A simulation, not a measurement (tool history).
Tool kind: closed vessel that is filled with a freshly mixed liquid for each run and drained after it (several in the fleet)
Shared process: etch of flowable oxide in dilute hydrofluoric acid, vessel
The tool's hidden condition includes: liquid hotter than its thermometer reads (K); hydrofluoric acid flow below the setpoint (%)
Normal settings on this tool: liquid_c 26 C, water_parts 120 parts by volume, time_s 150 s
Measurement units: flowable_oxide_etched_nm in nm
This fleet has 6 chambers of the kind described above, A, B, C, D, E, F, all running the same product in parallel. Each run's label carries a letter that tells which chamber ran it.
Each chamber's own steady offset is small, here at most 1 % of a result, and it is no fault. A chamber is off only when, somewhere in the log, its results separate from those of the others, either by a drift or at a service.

run,hour,liquid_c,water_parts,time_s,hours since the thermometer was replaced,hours since the hydrofluoric acid flow meter was replaced,"read-back film thickness of the flowable oxide reference wafer, read on the same gauge (nm)",flowable_oxide_etched_nm
1D,4.8,26,120,150,1213.3,137.6,100.01,43.969
2A,10.1,26,120,150,1418,2129.4,100,43.975
3B,14.6,26,120,150,309.4,537.4,99.976,44.359
4C,19.1,26,120,150,33.1,1586.4,99.992,44.241
5F,23.2,26,120,150,41.5,605.1,100,44.288
6E,28.7,26,120,150,1559.7,797,100,44.594
7B,31.6,26,120,150,326.4,554.4,99.985,44.379
8F,35.7,26,120,150,54,617.6,99.992,44.501
9C,40.6,26,120,150,54.6,1607.9,99.997,44.924
10A,43.2,26,120,150,1451.1,2162.5,99.986,44.804
11D,46.6,22,120,185,1255.1,179.4,99.995,46.908
# hour 49.3: chamber A: hydrofluoric acid flow meter replaced
12E,51.2,22,120,185,1582.2,819.5,100.02,46.745
# hour 55.6: chamber F: hydrofluoric acid flow meter replaced
13B,56.4,22,120,185,351.2,579.2,100.02,46.928
14E,61.6,22,120,185,1592.6,829.9,100,46.728
15F,67.2,22,120,185,85.5,11.7,99.998,46.627
16D,70.6,22,120,185,1279.1,203.4,99.999,46.505
17C,76.4,26,120,150,90.4,1643.7,99.995,44.859
18A,80.4,26,120,150,1488.3,31.2,100,44.426
19D,84.8,26,120,150,1293.3,217.6,100.01,44.235
20A,88.8,26,120,150,1496.7,39.6,100.01,44.348
21E,94.5,26,120,150,1625.5,862.8,99.994,45.068
22C,97.8,26,120,150,111.8,1665.1,99.983,44.615
23F,103.4,26,120,150,121.7,47.9,100.01,44.708
24B,107.2,26,175,150,402,630,99.995,28.4
25A,111.1,26,175,150,1519,61.9,99.993,28.596
26B,115.6,26,175,150,410.4,638.4,99.991,28.392
27D,118.9,26,175,150,1327.4,251.7,99.997,28.295
28C,123.5,26,175,150,137.5,1690.8,100.01,28.469
29E,127,26,175,150,1658,895.3,99.993,29.685
30F,132.1,26,120,150,150.4,76.6,100.02,44.714
31A,134.7,26,120,150,1542.6,85.5,100,44.74
32E,139.9,26,120,150,1670.9,908.2,99.989,46.21
33F,145.1,26,120,150,163.4,89.6,100.02,44.805
34D,149,26,120,150,1357.5,281.8,99.996,44.034
35C,152.1,26,120,150,166.1,1719.4,99.985,44.642
36B,156.7,26,120,150,451.5,679.5,99.996,44.568
37C,160.5,26,120,150,174.5,1727.8,99.995,44.991
38D,163.1,26,120,150,1371.6,295.9,100,44.062
39A,167.1,26,120,150,1575,117.9,100.01,44.409

Predict what each chamber gives when all 6 of them run the settings below next.
40A,171.3,26,120,150,,,,?
40B,171.3,26,120,150,,,,?
40C,171.3,26,120,150,,,,?
40D,171.3,26,120,150,,,,?
40E,171.3,26,120,150,,,,?
40F,171.3,26,120,150,,,,?

run,flowable_oxide_etched_nm
40A,44.935
40B,43.944
40C,44.228
40D,43.949
40E,46.68
40F,44.795
